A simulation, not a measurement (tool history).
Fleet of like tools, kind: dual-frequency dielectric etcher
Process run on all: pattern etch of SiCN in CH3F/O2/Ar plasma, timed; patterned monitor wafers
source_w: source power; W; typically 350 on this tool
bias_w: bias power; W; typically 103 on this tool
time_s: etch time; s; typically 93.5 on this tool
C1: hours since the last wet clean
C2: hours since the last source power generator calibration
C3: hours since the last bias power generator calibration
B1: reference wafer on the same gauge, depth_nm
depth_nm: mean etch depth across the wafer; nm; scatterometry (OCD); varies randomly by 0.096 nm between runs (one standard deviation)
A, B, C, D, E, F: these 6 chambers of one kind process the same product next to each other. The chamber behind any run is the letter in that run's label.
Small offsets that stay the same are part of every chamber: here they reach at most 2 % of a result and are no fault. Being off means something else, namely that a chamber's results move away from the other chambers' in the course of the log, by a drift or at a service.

Run 1E, hour 6.0: usual settings; C1 116.6; C2 1185.8; C3 568.1; B1 41.326. Result: depth_nm 37.247 nm.
Run 2D, hour 12.2: usual settings; C1 106.7; C2 1474.9; C3 3071.4; B1 41.303. Result: depth_nm 38.263 nm.
Run 3B, hour 17.7: usual settings; C1 207.6; C2 933.1; C3 452.9; B1 41.287. Result: depth_nm 38.147 nm.
Run 4A, hour 24.3: usual settings; C1 451.2; C2 1027.2; C3 2231.2; B1 41.302. Result: depth_nm 37.679 nm.
Run 5C, hour 28.7: usual settings; C1 408.2; C2 734.4; C3 506.9; B1 41.324. Result: depth_nm 38.612 nm.
Run 6F, hour 32.4: usual settings; C1 298.4; C2 1330.4; C3 198.5; B1 41.266. Result: depth_nm 38.510 nm.
Run 7F, hour 36.7: usual settings; C1 302.7; C2 1334.7; C3 202.8; B1 41.322. Result: depth_nm 38.511 nm.
Run 8A, hour 43.5: usual settings; C1 470.4; C2 1046.4; C3 2250.4; B1 41.303. Result: depth_nm 37.655 nm.
Run 9B, hour 48.9: usual settings; C1 238.8; C2 964.3; C3 484.1; B1 41.319. Result: depth_nm 38.314 nm.
Run 10E, hour 54.9: usual settings; C1 165.5; C2 1234.7; C3 617.0; B1 41.300. Result: depth_nm 37.391 nm.
Run 11D, hour 58.2: usual settings; C1 152.7; C2 1520.9; C3 3117.4; B1 41.283. Result: depth_nm 38.265 nm.
Run 12C, hour 65.4: usual settings; C1 444.9; C2 771.1; C3 543.6; B1 41.318. Result: depth_nm 38.686 nm.
At hour 69.8: chamber C: wet clean of the chamber.
Run 13D, hour 70.2: usual settings; C1 164.7; C2 1532.9; C3 3129.4; B1 41.286. Result: depth_nm 38.380 nm.
Run 14E, hour 74.8: usual settings; C1 185.4; C2 1254.6; C3 636.9; B1 41.273. Result: depth_nm 37.585 nm.
Run 15B, hour 79.0: usual settings; C1 268.9; C2 994.4; C3 514.2; B1 41.290. Result: depth_nm 38.141 nm.
Run 16C, hour 85.3: usual settings; C1 15.5; C2 791.0; C3 563.5; B1 41.308. Result: depth_nm 38.571 nm.
Run 17F, hour 91.4: usual settings; C1 357.4; C2 1389.4; C3 257.5; B1 41.292. Result: depth_nm 38.564 nm.
Run 18A, hour 99.0: usual settings but bias_w 111 W, time_s 81.0 s; C1 525.9; C2 1101.9; C3 2305.9; B1 41.291. Result: depth_nm 33.682 nm.
Run 19A, hour 103.6: usual settings but bias_w 111 W, time_s 81.0 s; C1 530.5; C2 1106.5; C3 2310.5; B1 41.331. Result: depth_nm 33.494 nm.
Run 20F, hour 108.4: usual settings but bias_w 111 W, time_s 81.0 s; C1 374.4; C2 1406.4; C3 274.5; B1 41.305. Result: depth_nm 34.315 nm.
Run 21C, hour 115.0: usual settings but bias_w 111 W, time_s 81.0 s; C1 45.2; C2 820.7; C3 593.2; B1 41.280. Result: depth_nm 34.210 nm.
Run 22D, hour 118.6: usual settings but bias_w 111 W, time_s 81.0 s; C1 213.1; C2 1581.3; C3 3177.8; B1 41.289. Result: depth_nm 34.051 nm.
Run 23B, hour 125.4: usual settings but bias_w 111 W, time_s 81.0 s; C1 315.3; C2 1040.8; C3 560.6; B1 41.308. Result: depth_nm 34.148 nm.
Run 24E, hour 131.8: usual settings; C1 242.4; C2 1311.6; C3 693.9; B1 41.273. Result: depth_nm 37.458 nm.
Run 25B, hour 135.3: usual settings; C1 325.2; C2 1050.7; C3 570.5; B1 41.332. Result: depth_nm 38.148 nm.
Run 26F, hour 142.4: usual settings; C1 408.4; C2 1440.4; C3 308.5; B1 41.316. Result: depth_nm 38.325 nm.
At hour 142.5: chamber A: wet clean of the chamber.
Run 27C, hour 148.9: usual settings; C1 79.1; C2 854.6; C3 627.1; B1 41.308. Result: depth_nm 38.457 nm.
Run 28A, hour 152.8: usual settings but bias_w 79 W; C1 10.3; C2 1155.7; C3 2359.7; B1 41.291. Result: depth_nm 34.138 nm.
Run 29D, hour 157.9: usual settings but bias_w 79 W; C1 252.4; C2 1620.6; C3 3217.1; B1 41.305. Result: depth_nm 34.682 nm.
Run 30E, hour 163.9: usual settings but bias_w 79 W; C1 274.5; C2 1343.7; C3 726.0; B1 41.306. Result: depth_nm 33.920 nm.
Run 31D, hour 170.9: usual settings but bias_w 79 W; C1 265.4; C2 1633.6; C3 3230.1; B1 41.284. Result: depth_nm 34.818 nm.
Run 32B, hour 178.2: usual settings but bias_w 79 W; C1 368.1; C2 1093.6; C3 613.4; B1 41.297. Result: depth_nm 34.515 nm.
Run 33A, hour 185.0: usual settings but bias_w 79 W; C1 42.5; C2 1187.9; C3 2391.9; B1 41.292. Result: depth_nm 34.257 nm.
Run 34F, hour 190.4: usual settings but source_w 400 W; C1 456.4; C2 1488.4; C3 356.5; B1 41.270. Result: depth_nm 40.447 nm.
Run 35C, hour 196.4: usual settings but source_w 400 W; C1 126.6; C2 902.1; C3 674.6; B1 41.301. Result: depth_nm 40.515 nm.
Run 36E, hour 201.5: usual settings but source_w 400 W; C1 312.1; C2 1381.3; C3 763.6; B1 41.321. Result: depth_nm 39.267 nm.
Run 37B, hour 207.1: usual settings but source_w 400 W; C1 397.0; C2 1122.5; C3 642.3; B1 41.317. Result: depth_nm 40.053 nm.
Run 38F, hour 212.1: usual settings but source_w 400 W; C1 478.1; C2 1510.1; C3 378.2; B1 41.317. Result: depth_nm 40.149 nm.
Run 39D, hour 219.1: usual settings but source_w 400 W; C1 313.6; C2 1681.8; C3 3278.3; B1 41.316. Result: depth_nm 40.184 nm.
At hour 225.0: chamber A: bias power generator calibrated.
Run 40E, hour 226.2: usual settings; C1 336.8; C2 1406.0; C3 788.3; B1 41.274. Result: depth_nm 37.618 nm.
Run 41A, hour 229.7: usual settings; C1 87.2; C2 1232.6; C3 4.8; B1 41.267. Result: depth_nm 37.701 nm.
Run 42C, hour 235.0: usual settings; C1 165.2; C2 940.7; C3 713.2; B1 41.265. Result: depth_nm 38.454 nm.
Run 43C, hour 241.6: usual settings; C1 171.8; C2 947.3; C3 719.8; B1 41.301. Result: depth_nm 38.480 nm.

Does one chamber stand apart from the rest, does the shared gauge drift, or is all well apart from small per-chamber offsets? Give the chamber and the most likely cause, where there is one.

No chamber is off and the gauge is stable; the differences are just each chamber's small, constant offset.

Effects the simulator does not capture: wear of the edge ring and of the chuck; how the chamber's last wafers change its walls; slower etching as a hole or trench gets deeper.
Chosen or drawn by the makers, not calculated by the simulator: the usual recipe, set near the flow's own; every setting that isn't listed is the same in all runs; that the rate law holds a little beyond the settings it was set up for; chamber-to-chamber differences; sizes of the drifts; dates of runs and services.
